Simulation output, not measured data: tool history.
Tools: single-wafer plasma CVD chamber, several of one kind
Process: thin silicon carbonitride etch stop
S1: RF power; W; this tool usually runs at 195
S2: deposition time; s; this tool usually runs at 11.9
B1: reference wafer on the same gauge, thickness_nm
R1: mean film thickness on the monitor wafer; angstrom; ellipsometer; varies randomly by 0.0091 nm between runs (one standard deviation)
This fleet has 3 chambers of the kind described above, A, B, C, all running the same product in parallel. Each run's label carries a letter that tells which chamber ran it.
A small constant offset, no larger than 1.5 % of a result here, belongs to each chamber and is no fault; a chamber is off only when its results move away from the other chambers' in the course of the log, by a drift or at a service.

run 1A hour=3.9 | S1=195 S2=11.9 | B1=6.1021 | R1=66.858
run 2B hour=6.7 | S1=195 S2=11.9 | B1=6.0999 | R1=67.496
run 3C hour=10.5 | S1=195 S2=11.9 | B1=6.1009 | R1=68.099
run 4C hour=16.3 | S1=195 S2=11.9 | B1=6.1025 | R1=68.168
run 5A hour=20 | S1=195 S2=11.9 | B1=6.1009 | R1=66.967
run 6B hour=25.6 | S1=195 S2=11.9 | B1=6.107 | R1=67.565
run 7B hour=29.2 | S1=165 S2=10.2 | B1=6.1064 | R1=55.108
run 8A hour=32.1 | S1=165 S2=10.2 | B1=6.1055 | R1=54.433
run 9C hour=38.2 | S1=165 S2=10.2 | B1=6.1075 | R1=55.675
run 10A hour=41.2 | S1=185 S2=12.9 | B1=6.1067 | R1=71.608
run 11B hour=45.7 | S1=185 S2=12.9 | B1=6.1099 | R1=72.066
run 12C hour=51.3 | S1=185 S2=12.9 | B1=6.1105 | R1=72.718
run 13A hour=56.7 | S1=230 S2=13.4 | B1=6.1113 | R1=79.412
run 14B hour=61.5 | S1=230 S2=13.4 | B1=6.115 | R1=80.085
run 15C hour=65.5 | S1=230 S2=13.4 | B1=6.1116 | R1=80.662
run 16A hour=70.4 | S1=195 S2=11.9 | B1=6.1129 | R1=67.049
-- hour=71.5 chamber B: thermocouple changed; heater temperature recalibrated
run 17C hour=73.4 | S1=195 S2=11.9 | B1=6.1138 | R1=68.314
run 18B hour=79 | S1=195 S2=11.9 | B1=6.1152 | R1=67.686
run 19A hour=83.5 | S1=195 S2=11.9 | B1=6.1157 | R1=67.063
run 20C hour=87.8 | S1=175 S2=13.1 | B1=6.1175 | R1=72.668
run 21B hour=93.7 | S1=175 S2=13.1 | B1=6.1189 | R1=72.1
run 22A hour=99.6 | S1=175 S2=13.1 | B1=6.119 | R1=71.443
run 23B hour=104.4 | S1=155 S2=11 | B1=6.1195 | R1=58.272
run 24C hour=109.1 | S1=155 S2=11 | B1=6.1211 | R1=58.824
run 25C hour=114.1 | S1=155 S2=11 | B1=6.1216 | R1=58.87
run 26B hour=118.9 | S1=195 S2=11.9 | B1=6.1225 | R1=67.807
run 27A hour=122.3 | S1=195 S2=11.9 | B1=6.1259 | R1=66.963
run 28C hour=125.8 | S1=195 S2=11.9 | B1=6.1254 | R1=68.356
run 29A hour=129.1 | S1=195 S2=11.9 | B1=6.1229 | R1=67.088
run 30B hour=134 | S1=195 S2=11.9 | B1=6.1264 | R1=67.769
run 31B hour=138.2 | S1=195 S2=11.9 | B1=6.1258 | R1=67.724
run 32A hour=144.3 | S1=195 S2=11.9 | B1=6.1266 | R1=67.215
run 33C hour=148.5 | S1=195 S2=11.9 | B1=6.1262 | R1=68.433
run 34B hour=152.4 | S1=195 S2=11.9 | B1=6.1285 | R1=67.807
run 35A hour=156.2 | S1=195 S2=11.9 | B1=6.1288 | R1=67.056
run 36C hour=159.7 | S1=195 S2=11.9 | B1=6.129 | R1=68.535
run 37A hour=163.7 | S1=225 S2=10.6 | B1=6.1315 | R1=62.558
run 38C hour=168.7 | S1=225 S2=10.6 | B1=6.1335 | R1=63.566
run 39B hour=172.9 | S1=225 S2=10.6 | B1=6.1349 | R1=63.017

All 3 chambers run these settings next. Forecast each chamber's results:
run 40A hour=177.2 | S1=195 S2=14.2 | R1=?
run 40B hour=177.2 | S1=195 S2=14.2 | R1=?
run 40C hour=177.2 | S1=195 S2=14.2 | R1=?

run=40A R1=80.076
run=40B R1=80.968
run=40C R1=81.814
